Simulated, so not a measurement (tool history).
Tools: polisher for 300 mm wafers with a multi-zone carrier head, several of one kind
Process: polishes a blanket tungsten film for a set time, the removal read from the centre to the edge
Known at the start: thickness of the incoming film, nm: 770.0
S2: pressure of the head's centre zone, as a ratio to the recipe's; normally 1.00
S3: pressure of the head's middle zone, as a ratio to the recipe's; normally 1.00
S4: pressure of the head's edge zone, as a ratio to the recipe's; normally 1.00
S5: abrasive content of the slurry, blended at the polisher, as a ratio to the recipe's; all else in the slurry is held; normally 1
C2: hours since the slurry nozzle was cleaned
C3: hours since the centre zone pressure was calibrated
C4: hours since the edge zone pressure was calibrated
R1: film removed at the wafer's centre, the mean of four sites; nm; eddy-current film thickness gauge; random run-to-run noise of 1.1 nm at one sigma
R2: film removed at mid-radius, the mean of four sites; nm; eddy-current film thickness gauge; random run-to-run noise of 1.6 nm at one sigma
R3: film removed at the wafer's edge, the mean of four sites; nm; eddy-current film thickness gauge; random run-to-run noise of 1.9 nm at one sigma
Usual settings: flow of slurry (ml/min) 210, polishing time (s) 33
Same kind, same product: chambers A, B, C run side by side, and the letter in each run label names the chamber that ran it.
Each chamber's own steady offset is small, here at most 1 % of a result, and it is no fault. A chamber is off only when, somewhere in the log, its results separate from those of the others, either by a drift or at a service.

Run 1A, hour 3.8: usual settings; wafers polished on this pad 345; C2 515.1; C3 725.5; C4 287.3. Result: R1 133.30 nm, R2 131.63 nm, R3 133.32 nm.
Run 2B, hour 9.4: usual settings; wafers polished on this pad 243; C2 317.3; C3 202.5; C4 353.7. Result: R1 134.18 nm, R2 133.25 nm, R3 131.98 nm.
Run 3C, hour 13.7: usual settings; wafers polished on this pad 910; C2 160.0; C3 233.1; C4 137.2. Result: R1 133.10 nm, R2 131.64 nm, R3 129.79 nm.
Run 4C, hour 19.3: usual settings; wafers polished on this pad 991; C2 165.6; C3 238.7; C4 142.8. Result: R1 131.15 nm, R2 130.41 nm, R3 130.88 nm.
At hour 20.0: chamber C: worn pad replaced by a new one.
At hour 20.2: chamber A: worn pad replaced by a new one.
Run 5B, hour 22.8: usual settings but S4 1.07; wafers polished on this pad 435; C2 330.7; C3 215.9; C4 367.1. Result: R1 129.64 nm, R2 133.37 nm, R3 134.65 nm.
Run 6A, hour 29.5: usual settings but S4 1.07; wafers polished on this pad 134; C2 540.8; C3 751.2; C4 313.0. Result: R1 131.77 nm, R2 131.31 nm, R3 139.91 nm.
Run 7A, hour 35.5: usual settings but S4 1.07; wafers polished on this pad 220; C2 546.8; C3 757.2; C4 319.0. Result: R1 133.28 nm, R2 134.44 nm, R3 137.17 nm.
At hour 37.8: chamber B: edge zone pressure recalibrated.
At hour 38.1: chamber B: worn pad replaced by a new one.
Run 8B, hour 41.3: usual settings; wafers polished on this pad 46; C2 349.2; C3 234.4; C4 3.5. Result: R1 130.53 nm, R2 131.37 nm, R3 136.33 nm.
Run 9C, hour 46.9: usual settings; wafers polished on this pad 387; C2 193.2; C3 266.3; C4 170.4. Result: R1 132.03 nm, R2 134.66 nm, R3 129.94 nm.
At hour 52.6: chamber A: worn pad replaced by a new one.
Run 10B, hour 53.6: usual settings; wafers polished on this pad 223; C2 361.5; C3 246.7; C4 15.8. Result: R1 131.54 nm, R2 133.23 nm, R3 135.86 nm.
Run 11C, hour 57.2: usual settings; wafers polished on this pad 534; C2 203.5; C3 276.6; C4 180.7. Result: R1 131.67 nm, R2 131.25 nm, R3 132.34 nm.
Run 12A, hour 63.1: usual settings but S4 1.08, polishing time (s) 43; wafers polished on this pad 150; C2 574.4; C3 784.8; C4 346.6. Result: R1 172.02 nm, R2 173.18 nm, R3 181.60 nm.
At hour 64.2: chamber A: slurry nozzle cleaned.
Run 13C, hour 66.5: usual settings but S4 1.08, polishing time (s) 43; wafers polished on this pad 668; C2 212.8; C3 285.9; C4 190.0. Result: R1 171.71 nm, R2 170.24 nm, R3 176.98 nm.
Run 14A, hour 69.6: usual settings but S4 1.08, polishing time (s) 43; wafers polished on this pad 244; C2 5.4; C3 791.3; C4 353.1. Result: R1 172.39 nm, R2 173.89 nm, R3 182.29 nm.
Run 15B, hour 73.1: usual settings but S3 0.92, S4 0.94; wafers polished on this pad 502; C2 381.0; C3 266.2; C4 35.3. Result: R1 128.66 nm, R2 119.33 nm, R3 125.18 nm.
Run 16A, hour 77.6: usual settings but S3 0.92, S4 0.94; wafers polished on this pad 358; C2 13.4; C3 799.3; C4 361.1. Result: R1 133.41 nm, R2 120.44 nm, R3 128.21 nm.
Run 17C, hour 82.3: usual settings but S3 0.92, S4 0.94; wafers polished on this pad 894; C2 228.6; C3 301.7; C4 205.8. Result: R1 131.30 nm, R2 122.44 nm, R3 126.40 nm.
At hour 83.4: chamber C: worn pad replaced by a new one.
At hour 85.2: chamber B: worn pad replaced by a new one.
At hour 85.6: chamber A: worn pad replaced by a new one.
Run 18B, hour 88.4: usual settings; wafers polished on this pad 46; C2 396.3; C3 281.5; C4 50.6. Result: R1 128.71 nm, R2 128.92 nm, R3 129.81 nm.
Run 19C, hour 91.6: usual settings; wafers polished on this pad 118; C2 237.9; C3 311.0; C4 215.1. Result: R1 133.92 nm, R2 132.58 nm, R3 131.68 nm.
Run 20B, hour 98.1: usual settings but flow of slurry (ml/min) 240, S2 0.89; wafers polished on this pad 185; C2 406.0; C3 291.2; C4 60.3. Result: R1 114.58 nm, R2 132.38 nm, R3 134.89 nm.
Run 21A, hour 102.4: usual settings but flow of slurry (ml/min) 240, S2 0.89; wafers polished on this pad 242; C2 38.2; C3 824.1; C4 385.9. Result: R1 117.98 nm, R2 135.62 nm, R3 137.34 nm.
Run 22C, hour 105.9: usual settings but flow of slurry (ml/min) 240, S2 0.89; wafers polished on this pad 323; C2 252.2; C3 325.3; C4 229.4. Result: R1 119.45 nm, R2 132.45 nm, R3 134.62 nm.
Run 23B, hour 109.4: usual settings; wafers polished on this pad 347; C2 417.3; C3 302.5; C4 71.6. Result: R1 128.03 nm, R2 127.92 nm, R3 129.91 nm.
Run 24A, hour 115.4: usual settings; wafers polished on this pad 428; C2 51.2; C3 837.1; C4 398.9. Result: R1 132.66 nm, R2 131.50 nm, R3 130.34 nm.
Run 25B, hour 120.4: usual settings; wafers polished on this pad 505; C2 428.3; C3 313.5; C4 82.6. Result: R1 124.03 nm, R2 123.39 nm, R3 125.33 nm.
At hour 125.1: chamber A: worn pad replaced by a new one.
Run 26A, hour 126.7: usual settings; wafers polished on this pad 23; C2 62.5; C3 848.4; C4 410.2. Result: R1 130.02 nm, R2 133.58 nm, R3 133.46 nm.
Run 27C, hour 133.3: usual settings; wafers polished on this pad 716; C2 279.6; C3 352.7; C4 256.8. Result: R1 131.29 nm, R2 127.45 nm, R3 132.28 nm.

Does one chamber stand apart from the rest, does the shared gauge drift, or is all well apart from small per-chamber offsets? Give the chamber and the most likely cause, where there is one.

One chamber, B, drifts off from the rest bit by bit.
Likeliest cause: slurry flow missing at the pad, % = 31.9.

Which of the 4 candidates below, each the usual settings with something changed and its results left as question marks, puts chamber B back in line with what the other chambers give on the usual settings?
Counts as in line when no further than this from what the other chambers average on the usual settings: R1 3.90 nm; R2 5.70 nm; R3 6.60 nm
Run 28B-1, hour 138.2: usual settings but flow of slurry (ml/min) 205, S2 0.97, S3 0.98, S4 1.02, polishing time (s) 32. Result: R1 ?, R2 ?, R3 ?.
Run 28B-2, hour 138.2: usual settings but flow of slurry (ml/min) 215, S2 1.03, S3 1.02, S4 0.98, polishing time (s) 34. Result: R1 ?, R2 ?, R3 ?.
Run 28B-3, hour 138.2: usual settings but S2 1.01, S3 1.01, S4 0.99. Result: R1 ?, R2 ?, R3 ?.
Run 28B-4, hour 138.2: usual settings but S2 0.99, S3 0.99, S4 1.01. Result: R1 ?, R2 ?, R3 ?.

Mean of the other chambers on the usual settings: R1 132.56 nm; R2 131.98 nm; R3 131.59 nm
  run      R1      R2      R3
28B-1  115.04  118.07  124.40
28B-2  131.84  131.30  130.23
28B-3  124.63  125.74  126.68
28B-4  121.95  123.47  128.04
28B-2 brings the chamber back in line.

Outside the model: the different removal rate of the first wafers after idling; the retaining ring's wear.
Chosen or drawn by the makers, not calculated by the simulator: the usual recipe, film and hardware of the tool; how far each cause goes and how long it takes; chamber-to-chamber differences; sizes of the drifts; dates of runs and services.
